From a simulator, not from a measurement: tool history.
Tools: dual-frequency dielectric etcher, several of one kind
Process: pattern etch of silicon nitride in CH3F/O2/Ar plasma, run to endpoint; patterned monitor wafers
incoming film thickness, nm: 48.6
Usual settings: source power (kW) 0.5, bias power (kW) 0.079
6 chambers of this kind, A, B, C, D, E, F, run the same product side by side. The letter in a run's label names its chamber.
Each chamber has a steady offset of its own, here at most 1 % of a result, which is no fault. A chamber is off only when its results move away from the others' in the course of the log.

| run | hour | source power (kW) | bias power (kW) | endpoint time (s) |
|---|---|---|---|---|
| 1B | 4.5 | 0.5 | 0.079 | 62.536 |
| 2A | 11.9 | 0.5 | 0.079 | 63.326 |
| 3C | 20 | 0.5 | 0.079 | 62.057 |
| 4F | 26.5 | 0.5 | 0.079 | 62.391 |
| 5E | 35.2 | 0.5 | 0.079 | 62.34 |
| 6D | 40.4 | 0.5 | 0.079 | 62.322 |
| 7B | 48.7 | 0.5 | 0.079 | 63.027 |
| 8A | 53.1 | 0.5 | 0.079 | 62.423 |
|  | 55.8 | chamber E: wet clean of the chamber |
| 9F | 57.7 | 0.5 | 0.079 | 62.545 |
|  | 60.5 | chamber D: wet clean of the chamber |
| 10D | 62.2 | 0.5 | 0.079 | 63.097 |
| 11C | 68.1 | 0.56 | 0.079 | 59.54 |
| 12E | 73.6 | 0.56 | 0.079 | 59.932 |
| 13B | 79.6 | 0.56 | 0.079 | 59.666 |
| 14C | 83.9 | 0.56 | 0.079 | 59.604 |
| 15E | 90.7 | 0.56 | 0.079 | 59.81 |
|  | 94.8 | chamber B: bias power generator calibrated |
| 16D | 100.3 | 0.56 | 0.079 | 59.168 |
| 17F | 104.6 | 0.5 | 0.079 | 62.636 |
| 18A | 112.5 | 0.5 | 0.079 | 62.33 |
| 19B | 120.5 | 0.5 | 0.079 | 62.954 |
| 20D | 128.4 | 0.5 | 0.079 | 62.658 |
| 21A | 134.6 | 0.5 | 0.079 | 62.54 |
| 22C | 141.4 | 0.5 | 0.079 | 62.308 |
| 23E | 147.2 | 0.5 | 0.079 | 62.2 |
| 24F | 156.6 | 0.4 | 0.079 | 67.889 |
| 25C | 165.2 | 0.4 | 0.079 | 67.455 |
| 26D | 171.2 | 0.4 | 0.079 | 68.468 |
| 27F | 179 | 0.4 | 0.079 | 68.52 |
| 28E | 186.7 | 0.4 | 0.079 | 67.584 |
| 29B | 195 | 0.4 | 0.079 | 67.739 |
| 30A | 203.7 | 0.5 | 0.079 | 62.405 |
| 31A | 210.7 | 0.55 | 0.079 | 60.058 |
| 32F | 218.8 | 0.55 | 0.079 | 60.299 |
| 33B | 227 | 0.55 | 0.079 | 59.833 |
| 34E | 232.9 | 0.55 | 0.079 | 59.988 |
| 35D | 241.8 | 0.55 | 0.079 | 60.87 |
| 36C | 248.9 | 0.55 | 0.079 | 59.656 |
| 37F | 257.8 | 0.5 | 0.072 | 64.273 |

Next, every chamber runs the same settings. What will each give?
| 38A | 265 | 0.5 | 0.079 | ? |
| 38B | 265 | 0.5 | 0.079 | ? |
| 38C | 265 | 0.5 | 0.079 | ? |
| 38D | 265 | 0.5 | 0.079 | ? |
| 38E | 265 | 0.5 | 0.079 | ? |
| 38F | 265 | 0.5 | 0.079 | ? |

| run | endpoint time (s) |
|---|---|
| 38A | 62.625 |
| 38B | 62.097 |
| 38C | 62.259 |
| 38D | 63.165 |
| 38E | 62.46 |
| 38F | 62.848 |
